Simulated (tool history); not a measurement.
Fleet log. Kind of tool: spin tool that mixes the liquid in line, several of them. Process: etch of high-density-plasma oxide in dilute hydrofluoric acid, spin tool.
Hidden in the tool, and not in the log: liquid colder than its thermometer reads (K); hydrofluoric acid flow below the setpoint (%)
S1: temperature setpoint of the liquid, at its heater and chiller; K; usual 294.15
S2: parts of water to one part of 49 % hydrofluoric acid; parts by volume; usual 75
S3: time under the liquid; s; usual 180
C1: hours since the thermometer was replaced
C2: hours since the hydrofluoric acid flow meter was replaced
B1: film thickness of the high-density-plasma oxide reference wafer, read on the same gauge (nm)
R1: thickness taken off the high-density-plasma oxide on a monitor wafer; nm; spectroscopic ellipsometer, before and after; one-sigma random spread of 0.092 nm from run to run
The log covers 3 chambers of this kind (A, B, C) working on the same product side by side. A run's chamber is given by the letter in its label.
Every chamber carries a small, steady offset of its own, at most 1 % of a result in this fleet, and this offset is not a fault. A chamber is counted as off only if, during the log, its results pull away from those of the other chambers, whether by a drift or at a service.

run 1B hour=12.3 | S1=294.15 S2=75 S3=180 | C1=2547.1 C2=756.9 | B1=30.004 | R1=11.3120
run 2C hour=25.1 | S1=294.15 S2=75 S3=180 | C1=1964.9 C2=583.6 | B1=30.013 | R1=11.3550
run 3A hour=35.7 | S1=294.15 S2=75 S3=180 | C1=1243.8 C2=1540.0 | B1=30.027 | R1=11.1310
run 4A hour=50.3 | S1=294.15 S2=75 S3=180 | C1=1258.4 C2=1554.6 | B1=29.981 | R1=11.2620
run 5B hour=61.3 | S1=294.15 S2=75 S3=180 | C1=2596.1 C2=805.9 | B1=30.026 | R1=11.1920
run 6C hour=76.6 | S1=294.15 S2=75 S3=180 | C1=2016.4 C2=635.1 | B1=30.004 | R1=11.2730
run 7B hour=84.9 | S1=294.15 S2=75 S3=180 | C1=2619.7 C2=829.5 | B1=30.009 | R1=11.2090
run 8A hour=98.7 | S1=294.15 S2=75 S3=180 | C1=1306.8 C2=1603.0 | B1=30.028 | R1=11.2240
run 9C hour=113.0 | S1=294.15 S2=75 S3=180 | C1=2052.8 C2=671.5 | B1=30.010 | R1=11.2560
run 10C hour=123.8 | S1=294.15 S2=75 S3=180 | C1=2063.6 C2=682.3 | B1=30.021 | R1=11.1680
run 11B hour=139.5 | S1=297.15 S2=75 S3=180 | C1=2674.3 C2=884.1 | B1=29.978 | R1=12.5440
run 12A hour=147.1 | S1=297.15 S2=75 S3=180 | C1=1355.2 C2=1651.4 | B1=30.006 | R1=12.4360
run 13B hour=163.0 | S1=297.15 S2=75 S3=180 | C1=2697.8 C2=907.6 | B1=29.985 | R1=12.5800
-- hour=163.2 chamber B: hydrofluoric acid flow meter replaced
run 14A hour=174.9 | S1=294.15 S2=75 S3=180 | C1=1383.0 C2=1679.2 | B1=30.020 | R1=10.8720
run 15C hour=189.3 | S1=294.15 S2=100 S3=120 | C1=2129.1 C2=747.8 | B1=30.042 | R1=5.5386
run 16A hour=198.2 | S1=294.15 S2=100 S3=120 | C1=1406.3 C2=1702.5 | B1=29.985 | R1=5.2874
run 17B hour=209.6 | S1=294.15 S2=100 S3=120 | C1=2744.4 C2=46.5 | B1=29.972 | R1=5.3938
run 18C hour=218.2 | S1=294.15 S2=75 S3=180 | C1=2158.0 C2=776.7 | B1=29.973 | R1=11.2370
run 19C hour=227.1 | S1=294.15 S2=75 S3=180 | C1=2166.9 C2=785.6 | B1=29.995 | R1=11.5000
run 20A hour=235.8 | S1=290.15 S2=75 S3=180 | C1=1443.9 C2=1740.1 | B1=30.007 | R1=9.2061
run 21B hour=248.6 | S1=290.15 S2=75 S3=180 | C1=2783.4 C2=85.5 | B1=29.993 | R1=9.3201
run 22A hour=259.9 | S1=290.15 S2=75 S3=180 | C1=1468.0 C2=1764.2 | B1=29.997 | R1=9.1271
run 23B hour=270.7 | S1=294.15 S2=60 S3=225 | C1=2805.5 C2=107.6 | B1=29.990 | R1=17.9720
run 24C hour=277.8 | S1=294.15 S2=60 S3=225 | C1=2217.6 C2=836.3 | B1=29.991 | R1=18.0110
run 25C hour=288.2 | S1=294.15 S2=60 S3=225 | C1=2228.0 C2=846.7 | B1=30.011 | R1=17.8770
run 26B hour=296.5 | S1=294.15 S2=75 S3=180 | C1=2831.3 C2=133.4 | B1=29.991 | R1=11.1690
run 27A hour=311.4 | S1=294.15 S2=75 S3=180 | C1=1519.5 C2=1815.7 | B1=29.989 | R1=10.6580
run 28A hour=319.1 | S1=294.15 S2=75 S3=180 | C1=1527.2 C2=1823.4 | B1=30.021 | R1=10.6510
run 29B hour=327.7 | S1=294.15 S2=75 S3=180 | C1=2862.5 C2=164.6 | B1=29.987 | R1=11.0700

Each of the 3 chambers runs these same settings next. Fill in every chamber's results:
run 30A hour=339.2 | S1=294.15 S2=75 S3=225 | R1=?
run 30B hour=339.2 | S1=294.15 S2=75 S3=225 | R1=?
run 30C hour=339.2 | S1=294.15 S2=75 S3=225 | R1=?

run=30A R1=13.3970
run=30B R1=13.9630
run=30C R1=14.0490
